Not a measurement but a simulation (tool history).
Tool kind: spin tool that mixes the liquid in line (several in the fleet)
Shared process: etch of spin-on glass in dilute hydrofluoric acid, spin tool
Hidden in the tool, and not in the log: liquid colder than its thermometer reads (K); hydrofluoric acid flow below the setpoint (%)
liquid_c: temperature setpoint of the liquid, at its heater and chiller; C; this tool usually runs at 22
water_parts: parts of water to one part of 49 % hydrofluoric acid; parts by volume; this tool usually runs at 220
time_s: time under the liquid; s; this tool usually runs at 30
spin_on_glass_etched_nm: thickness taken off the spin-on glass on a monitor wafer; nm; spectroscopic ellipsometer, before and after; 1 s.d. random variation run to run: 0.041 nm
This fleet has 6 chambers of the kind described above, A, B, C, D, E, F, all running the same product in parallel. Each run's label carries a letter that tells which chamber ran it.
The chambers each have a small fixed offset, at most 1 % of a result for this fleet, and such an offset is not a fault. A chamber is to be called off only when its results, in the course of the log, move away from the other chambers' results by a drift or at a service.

run	hour	liquid_c	water_parts	time_s	hours since the thermometer was replaced	hours since the hydrofluoric acid flow meter was replaced	read-back film thickness of the spin-on glass reference wafer, read on the same gauge (nm)	spin_on_glass_etched_nm
1B	11.1	22	220	30	625.5	586.0	39.998	4.9938
2E	20.4	22	220	30	1718.1	446.2	40.051	4.8492
3D	30.4	22	220	30	109.9	259.0	40.038	4.9049
4A	38.9	22	220	30	2009.1	1133.8	39.982	4.8702
5F	45.1	22	220	30	110.9	942.6	40.014	4.8273
6C	55.2	22	220	30	602.6	127.3	39.977	4.8426
7F	64.5	22	220	30	130.3	962.0	40.031	4.8870
8D	75.8	22	220	30	155.3	304.4	39.953	4.9556
9E	82.3	19	220	40	1780.0	508.1	39.964	5.7086
10C	90.9	19	220	40	638.3	163.0	39.988	5.7931
11A	97.0	19	220	40	2067.2	1191.9	40.011	5.8400
# hour 99.6: chamber E: thermometer replaced
12B	108.6	19	220	40	723.0	683.5	40.011	5.8189
13B	114.9	19	220	40	729.3	689.8	39.954	5.9681
14D	120.4	19	220	40	199.9	349.0	39.954	5.8660
15F	128.1	22	165	30	193.9	1025.6	40.012	6.8508
16C	135.7	22	165	30	683.1	207.8	40.006	6.8052
17A	144.3	22	165	30	2114.5	1239.2	39.957	6.8170
18E	153.8	22	165	30	54.2	579.6	40.018	6.8059
19D	165.2	22	165	30	244.7	393.8	40.037	7.0111
20A	171.6	22	165	30	2141.8	1266.5	39.965	6.7566
21C	181.3	22	220	30	728.7	253.4	40.032	4.8100
22B	191.5	22	220	30	805.9	766.4	40.021	4.9347
23F	198.5	22	220	30	264.3	1096.0	39.990	4.8201
24E	204.9	22	220	30	105.3	630.7	40.007	4.7551
25B	213.4	22	220	30	827.8	788.3	39.981	4.9222
26F	222.6	22	220	30	288.4	1120.1	40.030	4.8738
27E	232.8	22	220	30	133.2	658.6	40.029	4.8277
28A	238.7	22	220	30	2208.9	1333.6	39.979	4.8697
# hour 244.1: chamber E: hydrofluoric acid flow meter replaced
29C	244.3	22	220	30	791.7	316.4	40.014	4.7748
# hour 249.8: chamber B: thermometer replaced
30D	250.6	22	220	30	330.1	479.2	39.981	4.9479
31C	259.3	22	220	30	806.7	331.4	39.981	4.6943
32E	270.6	22	220	35	171.0	26.6	39.995	5.6278
33A	278.1	22	220	35	2248.3	1373.0	40.036	5.7204
# hour 289.1: chamber A: thermometer replaced
34D	289.2	22	220	35	368.7	517.8	40.021	5.6985
35B	294.8	22	220	35	45.1	869.7	40.049	5.7343
36F	302.4	22	220	35	368.2	1199.9	40.005	5.5590
37D	309.0	22	220	35	388.5	537.6	40.008	5.6873
38F	319.3	22	220	30	385.1	1216.8	39.983	4.7899
39A	325.0	22	220	30	35.9	1419.9	40.004	4.9291
40B	334.7	22	220	30	85.0	909.6	40.013	5.0133
41C	345.5	22	220	30	892.9	417.6	40.017	4.6000
42E	355.2	22	220	30	255.6	111.2	40.019	4.8763
43F	363.8	22	220	30	429.6	1261.3	39.977	4.8063
44D	373.7	22	220	30	453.2	602.3	39.973	4.9772

Next, all 6 chambers run the settings below, one line each with question marks for the results. What does each chamber give?
45A	382.1	22	220	30				?
45B	382.1	22	220	30				?
45C	382.1	22	220	30				?
45D	382.1	22	220	30				?
45E	382.1	22	220	30				?
45F	382.1	22	220	30				?

run	spin_on_glass_etched_nm
45A	4.8729
45B	4.9480
45C	4.6316
45D	4.8818
45E	4.9222
45F	4.8642
